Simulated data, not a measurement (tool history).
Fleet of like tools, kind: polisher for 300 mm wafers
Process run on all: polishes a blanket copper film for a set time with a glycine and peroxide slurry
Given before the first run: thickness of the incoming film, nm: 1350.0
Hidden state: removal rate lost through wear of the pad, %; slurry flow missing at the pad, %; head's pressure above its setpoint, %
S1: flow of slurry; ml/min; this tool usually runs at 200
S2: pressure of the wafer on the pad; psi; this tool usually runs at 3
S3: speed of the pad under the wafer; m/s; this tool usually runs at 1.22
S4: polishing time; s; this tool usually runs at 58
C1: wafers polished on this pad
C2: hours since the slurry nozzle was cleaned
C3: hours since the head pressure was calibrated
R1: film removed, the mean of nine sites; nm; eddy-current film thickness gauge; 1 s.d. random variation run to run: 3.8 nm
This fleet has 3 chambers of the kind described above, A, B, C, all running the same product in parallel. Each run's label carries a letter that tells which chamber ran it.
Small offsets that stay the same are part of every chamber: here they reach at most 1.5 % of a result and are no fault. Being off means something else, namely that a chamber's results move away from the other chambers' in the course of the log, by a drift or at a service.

Run 1B, hour 8.9: usual settings; C1 635; C2 85.8; C3 677.5. Result: R1 439.43 nm.
At hour 12.6: chamber A: worn pad replaced by a new one.
At hour 12.6: chamber B: worn pad replaced by a new one.
Run 2C, hour 19.6: usual settings; C1 1044; C2 75.5; C3 612.6. Result: R1 441.27 nm.
Run 3A, hour 27.1: usual settings; C1 169; C2 491.8; C3 334.3. Result: R1 442.19 nm.
Run 4C, hour 34.4: usual settings; C1 1217; C2 90.3; C3 627.4. Result: R1 445.96 nm.
At hour 34.9: chamber C: worn pad replaced by a new one.
Run 5B, hour 39.6: usual settings; C1 315; C2 116.5; C3 708.2. Result: R1 447.26 nm.
Run 6A, hour 49: usual settings; C1 425; C2 513.7; C3 356.2. Result: R1 443.71 nm.
Run 7A, hour 56.7: usual settings; C1 514; C2 521.4; C3 363.9. Result: R1 445.8 nm.
At hour 60.5: chamber B: worn pad replaced by a new one.
At hour 66.4: chamber B: head pressure recalibrated.
Run 8C, hour 67.8: usual settings; C1 384; C2 123.7; C3 660.8. Result: R1 430.04 nm.
Run 9B, hour 77.6: usual settings; C1 200; C2 154.5; C3 11.3. Result: R1 440.97 nm.
Run 10C, hour 84.1: usual settings; C1 574; C2 140; C3 677.1. Result: R1 432.78 nm.
Run 11B, hour 92.2: usual settings but S1 230 ml/min, S4 46 s; C1 370; C2 169.1; C3 25.9. Result: R1 350.88 nm.
At hour 92.7: chamber A: worn pad replaced by a new one.
Run 12A, hour 103.3: usual settings but S1 230 ml/min, S4 46 s; C1 123; C2 568; C3 410.5. Result: R1 364.38 nm.
Run 13A, hour 108.8: usual settings but S1 230 ml/min, S4 46 s; C1 188; C2 573.5; C3 416. Result: R1 366.01 nm.
Run 14B, hour 114.5: usual settings; C1 630; C2 191.4; C3 48.2. Result: R1 439.6 nm.
At hour 121.1: chamber B: worn pad replaced by a new one.
Run 15C, hour 122.2: usual settings; C1 1019; C2 178.1; C3 715.2. Result: R1 436.77 nm.
Run 16A, hour 134.4: usual settings; C1 486; C2 599.1; C3 441.6. Result: R1 452.04 nm.
At hour 138: chamber C: head pressure recalibrated.
Run 17C, hour 144.5: usual settings; C1 1279; C2 200.4; C3 6.6. Result: R1 434.2 nm.
Run 18B, hour 154.8: usual settings; C1 393; C2 231.7; C3 88.5. Result: R1 438.57 nm.
Run 19A, hour 160.8: usual settings; C1 794; C2 625.5; C3 468. Result: R1 462.65 nm.
At hour 165: chamber C: worn pad replaced by a new one.
At hour 170: chamber B: worn pad replaced by a new one.
Run 20C, hour 170.7: usual settings; C1 67; C2 226.6; C3 32.8. Result: R1 436.09 nm.
At hour 173.2: chamber A: worn pad replaced by a new one.
Run 21B, hour 178.9: usual settings; C1 104; C2 255.8; C3 112.6. Result: R1 441.5 nm.
Run 22B, hour 191.1: usual settings but S3 0.92 m/s; C1 246; C2 268; C3 124.8. Result: R1 349.03 nm.
Run 23C, hour 199.5: usual settings but S3 0.92 m/s; C1 403; C2 255.4; C3 61.6. Result: R1 345.1 nm.
Run 24A, hour 208.1: usual settings but S3 0.92 m/s; C1 407; C2 672.8; C3 515.3. Result: R1 366.52 nm.
Run 25B, hour 217.9: usual settings; C1 559; C2 294.8; C3 151.6. Result: R1 441.5 nm.
At hour 223.4: chamber B: worn pad replaced by a new one.
Run 26A, hour 228.1: usual settings; C1 641; C2 692.8; C3 535.3. Result: R1 467.04 nm.
At hour 228.4: chamber B: slurry nozzle cleaned.
Run 27C, hour 234.1: usual settings; C1 807; C2 290; C3 96.2. Result: R1 440.12 nm.
Run 28B, hour 242.8: usual settings; C1 227; C2 14.5; C3 176.5. Result: R1 440.04 nm.
Run 29A, hour 249.7: usual settings but S3 1.6 m/s, S4 77 s; C1 893; C2 714.4; C3 556.9. Result: R1 795.38 nm.
Run 30C, hour 258: usual settings but S3 1.6 m/s, S4 77 s; C1 1085; C2 313.9; C3 120.1. Result: R1 738.95 nm.
At hour 263.9: chamber A: worn pad replaced by a new one.
Run 31A, hour 265.1: usual settings but S3 1.6 m/s, S4 77 s; C1 14; C2 729.8; C3 572.3. Result: R1 802.74 nm.
Run 32B, hour 275.4: usual settings; C1 607; C2 47.1; C3 209.1. Result: R1 440.33 nm.
At hour 280.4: chamber C: worn pad replaced by a new one.
Run 33C, hour 281: usual settings; C1 8; C2 336.9; C3 143.1. Result: R1 435.97 nm.

For the next run the whole fleet of 3 chambers uses the same settings. Give each chamber's results:
Run 34A, hour 289.8: usual settings but S4 46 s. Result: R1 ?.
Run 34B, hour 289.8: usual settings but S4 46 s. Result: R1 ?.
Run 34C, hour 289.8: usual settings but S4 46 s. Result: R1 ?.

run      R1
34A  387.25
34B  346.12
34C  346.17

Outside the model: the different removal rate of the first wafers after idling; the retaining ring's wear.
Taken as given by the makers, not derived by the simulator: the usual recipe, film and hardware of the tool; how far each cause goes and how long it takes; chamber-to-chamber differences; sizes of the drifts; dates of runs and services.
